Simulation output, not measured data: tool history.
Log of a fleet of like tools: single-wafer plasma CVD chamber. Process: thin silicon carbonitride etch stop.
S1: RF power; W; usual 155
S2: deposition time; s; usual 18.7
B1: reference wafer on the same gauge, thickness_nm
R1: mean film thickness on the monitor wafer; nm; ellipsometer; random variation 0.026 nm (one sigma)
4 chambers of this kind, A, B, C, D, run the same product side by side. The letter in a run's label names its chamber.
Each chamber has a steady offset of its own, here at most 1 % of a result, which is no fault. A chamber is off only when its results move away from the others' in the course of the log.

At day 0.358: chamber B: RF generator calibrated.
Run 1B, day 0.383: usual settings; B1 11.554. Result: R1 9.9605 nm.
Run 2C, day 0.896: usual settings; B1 11.561. Result: R1 9.8488 nm.
Run 3D, day 1.308: usual settings; B1 11.565. Result: R1 9.8936 nm.
Run 4A, day 1.800: usual settings; B1 11.556. Result: R1 9.8132 nm.
Run 5D, day 2.333: usual settings but S1 180 W, S2 15.3 s; B1 11.556. Result: R1 8.4313 nm.
Run 6A, day 2.950: usual settings but S1 180 W, S2 15.3 s; B1 11.565. Result: R1 8.4582 nm.
Run 7C, day 3.421: usual settings but S1 180 W, S2 15.3 s; B1 11.562. Result: R1 8.4013 nm.
Run 8B, day 3.762: usual settings but S1 180 W, S2 15.3 s; B1 11.562. Result: R1 8.5087 nm.
Run 9D, day 4.096: usual settings; B1 11.556. Result: R1 9.8974 nm.
Run 10A, day 4.725: usual settings; B1 11.555. Result: R1 9.8969 nm.
Run 11B, day 5.175: usual settings; B1 11.555. Result: R1 9.9199 nm.
Run 12C, day 5.812: usual settings; B1 11.569. Result: R1 9.8234 nm.
Run 13B, day 6.404: usual settings; B1 11.565. Result: R1 9.9559 nm.
Run 14C, day 6.833: usual settings; B1 11.559. Result: R1 9.8351 nm.
Run 15A, day 7.479: usual settings; B1 11.562. Result: R1 9.8838 nm.
Run 16D, day 7.988: usual settings; B1 11.563. Result: R1 9.8947 nm.
Run 17C, day 8.633: usual settings; B1 11.562. Result: R1 9.8639 nm.
Run 18D, day 9.146: usual settings; B1 11.560. Result: R1 9.8734 nm.
Run 19B, day 9.538: usual settings; B1 11.561. Result: R1 9.9900 nm.
Run 20A, day 9.883: usual settings; B1 11.557. Result: R1 9.8411 nm.
Run 21A, day 10.512: usual settings; B1 11.560. Result: R1 9.8231 nm.
Run 22B, day 11.142: usual settings; B1 11.564. Result: R1 9.9322 nm.
Run 23C, day 11.746: usual settings; B1 11.562. Result: R1 9.8449 nm.
Run 24D, day 12.212: usual settings; B1 11.562. Result: R1 9.8665 nm.
Run 25D, day 12.550: usual settings; B1 11.564. Result: R1 9.8593 nm.
Run 26A, day 12.950: usual settings; B1 11.555. Result: R1 9.8596 nm.
Run 27C, day 13.333: usual settings; B1 11.553. Result: R1 9.7934 nm.
Run 28B, day 13.946: usual settings; B1 11.560. Result: R1 9.9950 nm.
At day 14.079: chamber C: thermocouple changed; heater temperature recalibrated.
Run 29A, day 14.454: usual settings; B1 11.562. Result: R1 9.8620 nm.
Run 30C, day 14.862: usual settings; B1 11.560. Result: R1 9.8606 nm.
Run 31B, day 15.312: usual settings; B1 11.568. Result: R1 9.9198 nm.
Run 32D, day 15.762: usual settings; B1 11.559. Result: R1 9.8422 nm.

Next, every chamber runs the same settings. What will each give?
Run 33A, day 16.242: usual settings but S1 125 W. Result: R1 ?.
Run 33B, day 16.242: usual settings but S1 125 W. Result: R1 ?.
Run 33C, day 16.242: usual settings but S1 125 W. Result: R1 ?.
Run 33D, day 16.242: usual settings but S1 125 W. Result: R1 ?.

run      R1
33A  9.2052
33B  9.3223
33C  9.2028
33D  9.2257
